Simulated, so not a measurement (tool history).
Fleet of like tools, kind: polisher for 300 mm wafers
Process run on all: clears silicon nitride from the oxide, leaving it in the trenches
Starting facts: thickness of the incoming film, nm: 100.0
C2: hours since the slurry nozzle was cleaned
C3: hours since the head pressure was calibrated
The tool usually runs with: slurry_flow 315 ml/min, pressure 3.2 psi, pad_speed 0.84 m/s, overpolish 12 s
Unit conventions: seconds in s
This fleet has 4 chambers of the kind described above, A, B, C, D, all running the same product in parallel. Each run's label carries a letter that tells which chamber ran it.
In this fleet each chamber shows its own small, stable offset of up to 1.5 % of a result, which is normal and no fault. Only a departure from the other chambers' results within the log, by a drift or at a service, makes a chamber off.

run 1A hour=5.5 | slurry_flow=315 pressure=3.2 pad_speed=0.84 overpolish=12 | wafers_polished_on_this_pad=388 C2=112.8 C3=502.7 | seconds=122.330
-- hour=6.0 chamber C: slurry nozzle cleaned
-- hour=7.0 chamber C: worn pad replaced by a new one
run 2C hour=12.7 | slurry_flow=315 pressure=3.2 pad_speed=0.84 overpolish=12 | wafers_polished_on_this_pad=57 C2=6.8 C3=243.6 | seconds=125.400
-- hour=14.7 chamber B: slurry nozzle cleaned
run 3B hour=17.5 | slurry_flow=315 pressure=3.2 pad_speed=0.84 overpolish=12 | wafers_polished_on_this_pad=630 C2=2.9 C3=60.9 | seconds=120.320
-- hour=18.4 chamber D: worn pad replaced by a new one
run 4D hour=27.8 | slurry_flow=315 pressure=3.2 pad_speed=0.84 overpolish=12 | wafers_polished_on_this_pad=95 C2=30.0 C3=468.7 | seconds=123.320
run 5A hour=34.3 | slurry_flow=315 pressure=3.2 pad_speed=0.84 overpolish=12 | wafers_polished_on_this_pad=677 C2=141.6 C3=531.5 | seconds=125.350
run 6C hour=42.5 | slurry_flow=315 pressure=4.1 pad_speed=0.84 overpolish=12 | wafers_polished_on_this_pad=356 C2=36.6 C3=273.4 | seconds=97.676
run 7D hour=51.4 | slurry_flow=315 pressure=4.1 pad_speed=0.84 overpolish=12 | wafers_polished_on_this_pad=332 C2=53.6 C3=492.3 | seconds=96.916
run 8B hour=56.4 | slurry_flow=315 pressure=4.1 pad_speed=0.84 overpolish=12 | wafers_polished_on_this_pad=1021 C2=41.8 C3=99.8 | seconds=97.000
run 9D hour=61.9 | slurry_flow=315 pressure=4.1 pad_speed=0.84 overpolish=12 | wafers_polished_on_this_pad=437 C2=64.1 C3=502.8 | seconds=96.869
run 10C hour=69.2 | slurry_flow=315 pressure=3.2 pad_speed=0.84 overpolish=12 | wafers_polished_on_this_pad=624 C2=63.3 C3=300.1 | seconds=123.770
run 11B hour=77.7 | slurry_flow=315 pressure=3.2 pad_speed=0.84 overpolish=12 | wafers_polished_on_this_pad=1234 C2=63.1 C3=121.1 | seconds=124.510
run 12A hour=86.7 | slurry_flow=315 pressure=3.2 pad_speed=0.84 overpolish=12 | wafers_polished_on_this_pad=1203 C2=194.0 C3=583.9 | seconds=128.720
-- hour=89.7 chamber A: worn pad replaced by a new one
run 13A hour=92.9 | slurry_flow=315 pressure=3.2 pad_speed=0.84 overpolish=12 | wafers_polished_on_this_pad=32 C2=200.2 C3=590.1 | seconds=123.150
run 14B hour=97.5 | slurry_flow=260 pressure=4.1 pad_speed=0.84 overpolish=12 | wafers_polished_on_this_pad=1433 C2=82.9 C3=140.9 | seconds=101.550
-- hour=104.3 chamber C: worn pad replaced by a new one
run 15D hour=104.5 | slurry_flow=260 pressure=4.1 pad_speed=0.84 overpolish=12 | wafers_polished_on_this_pad=864 C2=106.7 C3=545.4 | seconds=99.450
-- hour=107.5 chamber D: worn pad replaced by a new one
run 16C hour=112.9 | slurry_flow=260 pressure=4.1 pad_speed=0.84 overpolish=12 | wafers_polished_on_this_pad=86 C2=107.0 C3=343.8 | seconds=98.950
run 17D hour=121.7 | slurry_flow=260 pressure=4.1 pad_speed=0.84 overpolish=12 | wafers_polished_on_this_pad=142 C2=123.9 C3=562.6 | seconds=97.000
run 18A hour=128.0 | slurry_flow=315 pressure=3.2 pad_speed=0.84 overpolish=12 | wafers_polished_on_this_pad=384 C2=235.3 C3=625.2 | seconds=124.580
run 19B hour=135.4 | slurry_flow=315 pressure=3.2 pad_speed=0.84 overpolish=12 | wafers_polished_on_this_pad=1813 C2=120.8 C3=178.8 | seconds=126.430
run 20C hour=145.1 | slurry_flow=315 pressure=3.2 pad_speed=0.84 overpolish=12 | wafers_polished_on_this_pad=409 C2=139.2 C3=376.0 | seconds=124.660
run 21D hour=155.2 | slurry_flow=315 pressure=3.2 pad_speed=1.08 overpolish=12 | wafers_polished_on_this_pad=478 C2=157.4 C3=596.1 | seconds=95.428
run 22C hour=165.1 | slurry_flow=315 pressure=3.2 pad_speed=1.08 overpolish=12 | wafers_polished_on_this_pad=610 C2=159.2 C3=396.0 | seconds=96.909
run 23B hour=173.0 | slurry_flow=315 pressure=3.2 pad_speed=1.08 overpolish=12 | wafers_polished_on_this_pad=2190 C2=158.4 C3=216.4 | seconds=100.930
run 24A hour=182.5 | slurry_flow=315 pressure=3.2 pad_speed=1.08 overpolish=12 | wafers_polished_on_this_pad=930 C2=289.8 C3=679.7 | seconds=100.310
-- hour=186.4 chamber D: worn pad replaced by a new one
run 25C hour=191.6 | slurry_flow=315 pressure=3.2 pad_speed=0.84 overpolish=12 | wafers_polished_on_this_pad=875 C2=185.7 C3=422.5 | seconds=127.670
run 26B hour=197.9 | slurry_flow=315 pressure=3.2 pad_speed=0.84 overpolish=9 | wafers_polished_on_this_pad=2440 C2=183.3 C3=241.3 | seconds=134.370
-- hour=198.4 chamber A: worn pad replaced by a new one
run 27D hour=205.2 | slurry_flow=315 pressure=3.2 pad_speed=0.84 overpolish=9 | wafers_polished_on_this_pad=188 C2=207.4 C3=646.1 | seconds=122.840
run 28A hour=214.8 | slurry_flow=315 pressure=3.2 pad_speed=0.84 overpolish=9 | wafers_polished_on_this_pad=165 C2=322.1 C3=712.0 | seconds=124.240
run 29C hour=222.6 | slurry_flow=315 pressure=3.2 pad_speed=0.84 overpolish=9 | wafers_polished_on_this_pad=1186 C2=216.7 C3=453.5 | seconds=125.900
-- hour=227.3 chamber C: worn pad replaced by a new one
run 30A hour=231.7 | slurry_flow=315 pressure=3.2 pad_speed=0.84 overpolish=12 | wafers_polished_on_this_pad=334 C2=339.0 C3=728.9 | seconds=124.500
run 31B hour=242.1 | slurry_flow=315 pressure=3.2 pad_speed=0.84 overpolish=12 | wafers_polished_on_this_pad=2883 C2=227.5 C3=285.5 | seconds=134.610
run 32D hour=251.0 | slurry_flow=315 pressure=3.2 pad_speed=0.84 overpolish=12 | wafers_polished_on_this_pad=648 C2=253.2 C3=691.9 | seconds=126.520
run 33D hour=257.6 | slurry_flow=315 pressure=3.2 pad_speed=0.84 overpolish=12 | wafers_polished_on_this_pad=714 C2=259.8 C3=698.5 | seconds=123.970
run 34A hour=266.8 | slurry_flow=315 pressure=3.2 pad_speed=0.84 overpolish=12 | wafers_polished_on_this_pad=686 C2=374.1 C3=764.0 | seconds=125.230
-- hour=271.6 chamber C: slurry nozzle cleaned
run 35C hour=272.2 | slurry_flow=315 pressure=3.2 pad_speed=0.84 overpolish=12 | wafers_polished_on_this_pad=451 C2=0.7 C3=503.1 | seconds=121.540

Read the log: is a single chamber off, either drifting away or since a service, is the gauge that measures every chamber drifting, or is nothing wrong beyond small per-chamber offsets? Name any odd chamber and what most likely caused it.

Little by little, chamber B moves away from the other chambers.
What lies behind it: removal rate lost through wear of the pad, % = 10.4.
The log may not separate it from: head's pressure below its setpoint, %.

Which of the 4 candidates below, each the usual settings with something changed and its results left as question marks, puts chamber B back in line with what the other chambers give on the usual settings?
Counts as in line when no further than this from what the other chambers average on the usual settings: seconds 5.500 s
run 36B-1 hour=279.7 | slurry_flow=315 pressure=3.0 pad_speed=0.76 overpolish=12 | seconds=?
run 36B-2 hour=279.7 | slurry_flow=315 pressure=3.4 pad_speed=0.88 overpolish=12 | seconds=?
run 36B-3 hour=279.7 | slurry_flow=315 pressure=2.9 pad_speed=0.84 overpolish=12 | seconds=?
run 36B-4 hour=279.7 | slurry_flow=315 pressure=3.2 pad_speed=1.00 overpolish=12 | seconds=?

Average result of the remaining chambers running the usual settings: seconds 124.510 s
run=36B-1 seconds=160.330
run=36B-2 seconds=122.680
run=36B-3 seconds=150.210
run=36B-4 seconds=114.800
Change 36B-2 lands the chamber within the allowed miss of the other chambers.
